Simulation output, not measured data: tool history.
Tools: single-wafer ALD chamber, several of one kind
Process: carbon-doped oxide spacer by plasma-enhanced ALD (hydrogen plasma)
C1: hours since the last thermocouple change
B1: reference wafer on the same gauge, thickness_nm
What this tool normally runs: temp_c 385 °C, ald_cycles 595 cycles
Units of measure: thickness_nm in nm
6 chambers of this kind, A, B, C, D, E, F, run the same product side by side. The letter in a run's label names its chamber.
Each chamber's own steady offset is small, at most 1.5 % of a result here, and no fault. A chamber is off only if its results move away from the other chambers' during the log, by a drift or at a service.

run 1A hour=4.1 | temp_c=385 ald_cycles=595 | C1=399.7 | B1=29.613 | thickness_nm=29.954
run 2E hour=10.4 | temp_c=385 ald_cycles=595 | C1=2069.5 | B1=29.604 | thickness_nm=29.548
run 3F hour=14.7 | temp_c=385 ald_cycles=595 | C1=317.3 | B1=29.625 | thickness_nm=29.806
run 4B hour=20.3 | temp_c=385 ald_cycles=595 | C1=561.2 | B1=29.583 | thickness_nm=29.938
run 5C hour=24.7 | temp_c=385 ald_cycles=595 | C1=1650.8 | B1=29.619 | thickness_nm=29.285
run 6D hour=31.6 | temp_c=385 ald_cycles=595 | C1=583.1 | B1=29.571 | thickness_nm=30.045
run 7E hour=34.8 | temp_c=375 ald_cycles=534 | C1=2093.9 | B1=29.589 | thickness_nm=26.444
run 8A hour=41.7 | temp_c=375 ald_cycles=534 | C1=437.3 | B1=29.593 | thickness_nm=26.657
run 9C hour=45.8 | temp_c=375 ald_cycles=534 | C1=1671.9 | B1=29.635 | thickness_nm=26.238
run 10D hour=48.8 | temp_c=375 ald_cycles=534 | C1=600.3 | B1=29.601 | thickness_nm=26.999
run 11B hour=55.4 | temp_c=375 ald_cycles=534 | C1=596.3 | B1=29.590 | thickness_nm=26.676
run 12F hour=60.4 | temp_c=375 ald_cycles=534 | C1=363.0 | B1=29.571 | thickness_nm=26.867
run 13C hour=67.2 | temp_c=385 ald_cycles=595 | C1=1693.3 | B1=29.622 | thickness_nm=29.554
run 14E hour=73.3 | temp_c=380 ald_cycles=520 | C1=2132.4 | B1=29.633 | thickness_nm=26.050
run 15A hour=76.5 | temp_c=380 ald_cycles=520 | C1=472.1 | B1=29.549 | thickness_nm=26.124
run 16D hour=82.0 | temp_c=380 ald_cycles=520 | C1=633.5 | B1=29.569 | thickness_nm=26.462
run 17B hour=88.5 | temp_c=380 ald_cycles=520 | C1=629.4 | B1=29.586 | thickness_nm=26.283
run 18F hour=92.8 | temp_c=380 ald_cycles=520 | C1=395.4 | B1=29.596 | thickness_nm=26.239
run 19C hour=99.6 | temp_c=380 ald_cycles=520 | C1=1725.7 | B1=29.618 | thickness_nm=25.657
run 20A hour=105.6 | temp_c=385 ald_cycles=595 | C1=501.2 | B1=29.604 | thickness_nm=29.568
run 21E hour=109.3 | temp_c=385 ald_cycles=595 | C1=2168.4 | B1=29.599 | thickness_nm=29.534
run 22F hour=116.4 | temp_c=385 ald_cycles=595 | C1=419.0 | B1=29.576 | thickness_nm=30.044
run 23B hour=120.7 | temp_c=385 ald_cycles=595 | C1=661.6 | B1=29.576 | thickness_nm=29.835
run 24D hour=125.2 | temp_c=385 ald_cycles=595 | C1=676.7 | B1=29.589 | thickness_nm=30.172
-- hour=127.0 chamber E: thermocouple changed; heater temperature recalibrated
run 25D hour=131.9 | temp_c=385 ald_cycles=595 | C1=683.4 | B1=29.589 | thickness_nm=30.126
run 26C hour=139.0 | temp_c=385 ald_cycles=595 | C1=1765.1 | B1=29.635 | thickness_nm=29.528
run 27F hour=144.4 | temp_c=385 ald_cycles=595 | C1=447.0 | B1=29.601 | thickness_nm=29.967
run 28E hour=148.9 | temp_c=385 ald_cycles=595 | C1=21.9 | B1=29.632 | thickness_nm=29.551
run 29B hour=153.6 | temp_c=385 ald_cycles=595 | C1=694.5 | B1=29.600 | thickness_nm=29.919
run 30A hour=159.4 | temp_c=385 ald_cycles=595 | C1=555.0 | B1=29.548 | thickness_nm=29.559
run 31B hour=165.0 | temp_c=385 ald_cycles=595 | C1=705.9 | B1=29.616 | thickness_nm=29.783
run 32D hour=169.1 | temp_c=373 ald_cycles=693 | C1=720.6 | B1=29.599 | thickness_nm=34.795
run 33C hour=174.4 | temp_c=373 ald_cycles=693 | C1=1800.5 | B1=29.578 | thickness_nm=34.480
run 34E hour=178.7 | temp_c=373 ald_cycles=693 | C1=51.7 | B1=29.578 | thickness_nm=34.616
run 35A hour=182.5 | temp_c=373 ald_cycles=693 | C1=578.1 | B1=29.585 | thickness_nm=34.883
run 36F hour=189.2 | temp_c=373 ald_cycles=693 | C1=491.8 | B1=29.592 | thickness_nm=34.983
run 37A hour=194.5 | temp_c=373 ald_cycles=693 | C1=590.1 | B1=29.571 | thickness_nm=35.111
run 38B hour=197.7 | temp_c=391 ald_cycles=595 | C1=738.6 | B1=29.593 | thickness_nm=29.783
run 39D hour=204.8 | temp_c=391 ald_cycles=595 | C1=756.3 | B1=29.615 | thickness_nm=30.016

One chamber off, gauge drift, or nothing amiss beyond the chambers' own small offsets? If it is a chamber, which one, and what is the likeliest cause?

Nothing is wrong: each chamber keeps only its own small, steady offset and the gauge holds still.
